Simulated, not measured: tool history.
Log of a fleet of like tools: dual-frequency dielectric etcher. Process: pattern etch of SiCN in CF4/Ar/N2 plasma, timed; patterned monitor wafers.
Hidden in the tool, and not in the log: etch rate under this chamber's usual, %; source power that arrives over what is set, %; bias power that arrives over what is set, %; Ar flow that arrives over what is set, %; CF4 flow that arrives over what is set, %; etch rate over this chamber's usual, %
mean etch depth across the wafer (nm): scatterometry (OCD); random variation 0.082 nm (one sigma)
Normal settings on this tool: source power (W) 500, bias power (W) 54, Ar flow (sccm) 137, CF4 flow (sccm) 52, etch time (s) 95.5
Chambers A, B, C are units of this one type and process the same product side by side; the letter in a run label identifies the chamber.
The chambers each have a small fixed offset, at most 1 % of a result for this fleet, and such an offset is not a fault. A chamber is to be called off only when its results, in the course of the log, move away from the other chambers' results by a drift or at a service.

run	hour	source power (W)	bias power (W)	Ar flow (sccm)	CF4 flow (sccm)	etch time (s)	hours since the last wet clean	hours since the last source power generator calibration	hours since the last bias power generator calibration	hours since the last Ar flow controller change	hours since the last CF4 flow controller change	read-back reference wafer on the same gauge, depth_nm	mean etch depth across the wafer (nm)
1B	11.2	500	54	137	52	95.5	106.5	1313.2	863.0	4063.9	3614.4	61.904	73.557
2C	16.7	500	54	137	52	95.5	180.7	2290.1	944.6	1842.3	240.7	61.905	73.052
3A	24.5	500	54	137	52	95.5	524.4	757.3	1597.3	2448.3	2367.2	61.887	72.919
# hour 27.0: chamber C: source power generator calibrated
4A	33.9	500	54	137	52	95.5	533.8	766.7	1606.7	2457.7	2376.6	61.920	72.823
# hour 36.6: chamber B: Ar flow controller replaced
5C	46.3	500	54	137	52	95.5	210.3	19.4	974.2	1871.9	270.3	61.940	73.226
6B	53.8	500	54	137	52	95.5	149.1	1355.8	905.6	17.2	3657.0	61.934	73.615
7A	65.3	500	54	137	52	95.5	565.2	798.1	1638.1	2489.1	2408.0	61.939	72.895
8B	74.8	500	54	137	52	95.5	170.1	1376.8	926.6	38.2	3678.0	61.968	73.400
9C	82.8	500	54	137	52	95.5	246.8	55.9	1010.7	1908.4	306.8	61.962	73.298
10C	90.5	500	61	137	52	95.5	254.5	63.6	1018.4	1916.1	314.5	61.962	76.493
11A	97.4	500	61	137	52	95.5	597.3	830.2	1670.2	2521.2	2440.1	61.991	76.211
12B	106.1	500	61	137	52	95.5	201.4	1408.1	957.9	69.5	3709.3	61.991	76.850
13C	112.0	500	54	137	52	95.5	276.0	85.1	1039.9	1937.6	336.0	61.970	73.379
14B	123.9	500	54	137	52	95.5	219.2	1425.9	975.7	87.3	3727.1	62.003	73.541
15A	129.8	500	54	137	52	95.5	629.7	862.6	1702.6	2553.6	2472.5	61.988	72.949
16C	136.6	500	54	137	52	95.5	300.6	109.7	1064.5	1962.2	360.6	62.013	73.347
17A	148.6	500	54	137	52	109.0	648.5	881.4	1721.4	2572.4	2491.3	62.014	83.385
18B	157.6	500	54	137	52	109.0	252.9	1459.6	1009.4	121.0	3760.8	62.016	83.947
19B	165.7	500	54	137	52	109.0	261.0	1467.7	1017.5	129.1	3768.9	62.022	84.056
20C	178.1	500	54	137	52	116.0	342.1	151.2	1106.0	2003.7	402.1	62.039	89.185
# hour 184.1: chamber A: wet clean of the chamber
21A	190.3	500	54	137	52	116.0	6.3	923.1	1763.1	2614.1	2533.0	62.039	88.708
22B	201.4	500	54	137	52	116.0	296.7	1503.4	1053.2	164.8	3804.6	62.066	89.377
23A	210.2	500	62	137	52	95.5	26.2	943.0	1783.0	2634.0	2552.9	62.051	77.030
24C	222.4	500	62	137	52	95.5	386.4	195.5	1150.3	2048.0	446.4	62.065	77.193
25C	228.1	500	62	137	52	95.5	392.1	201.2	1156.0	2053.7	452.1	62.063	77.173
26B	234.7	410	54	137	64	95.5	330.0	1536.7	1086.5	198.1	3837.9	62.072	64.115
27A	243.0	410	54	137	64	95.5	59.0	975.8	1815.8	2666.8	2585.7	62.054	63.934
28C	251.3	410	54	137	64	95.5	415.3	224.4	1179.2	2076.9	475.3	62.087	64.056
29B	263.8	500	54	137	52	95.5	359.1	1565.8	1115.6	227.2	3867.0	62.110	73.680
30A	274.1	500	54	137	52	95.5	90.1	1006.9	1846.9	2697.9	2616.8	62.111	73.148
31A	284.3	500	54	137	52	95.5	100.3	1017.1	1857.1	2708.1	2627.0	62.119	73.190
32C	293.9	500	54	137	52	95.5	457.9	267.0	1221.8	2119.5	517.9	62.124	73.407
# hour 296.0: chamber B: CF4 flow controller replaced
33B	302.2	500	54	137	52	95.5	397.5	1604.2	1154.0	265.6	6.3	62.124	73.706
34C	313.8	500	54	137	52	95.5	477.8	286.9	1241.7	2139.4	537.8	62.123	73.528
35B	322.6	500	54	111	52	95.5	417.9	1624.6	1174.4	286.0	26.7	62.126	76.522
# hour 333.9: chamber B: source power generator calibrated
36A	334.1	500	54	111	52	95.5	150.1	1066.9	1906.9	2757.9	2676.8	62.149	76.163
37C	342.7	500	54	111	52	95.5	506.7	315.8	1270.6	2168.3	566.7	62.157	76.465
38A	353.5	500	54	137	52	95.5	169.5	1086.3	1926.3	2777.3	2696.2	62.176	73.214
# hour 358.0: chamber B: wet clean of the chamber
39B	363.5	500	54	137	52	95.5	5.5	29.7	1215.3	326.9	67.6	62.181	73.631
40C	374.8	500	62	137	52	95.5	538.8	347.9	1302.7	2200.4	598.8	62.165	77.293

Each of the 3 chambers runs these same settings next. Fill in every chamber's results:
41A	383.7	500	54	137	52	95.5							?
41B	383.7	500	54	137	52	95.5							?
41C	383.7	500	54	137	52	95.5							?

run	mean etch depth across the wafer (nm)
41A	73.413
41B	73.651
41C	73.474
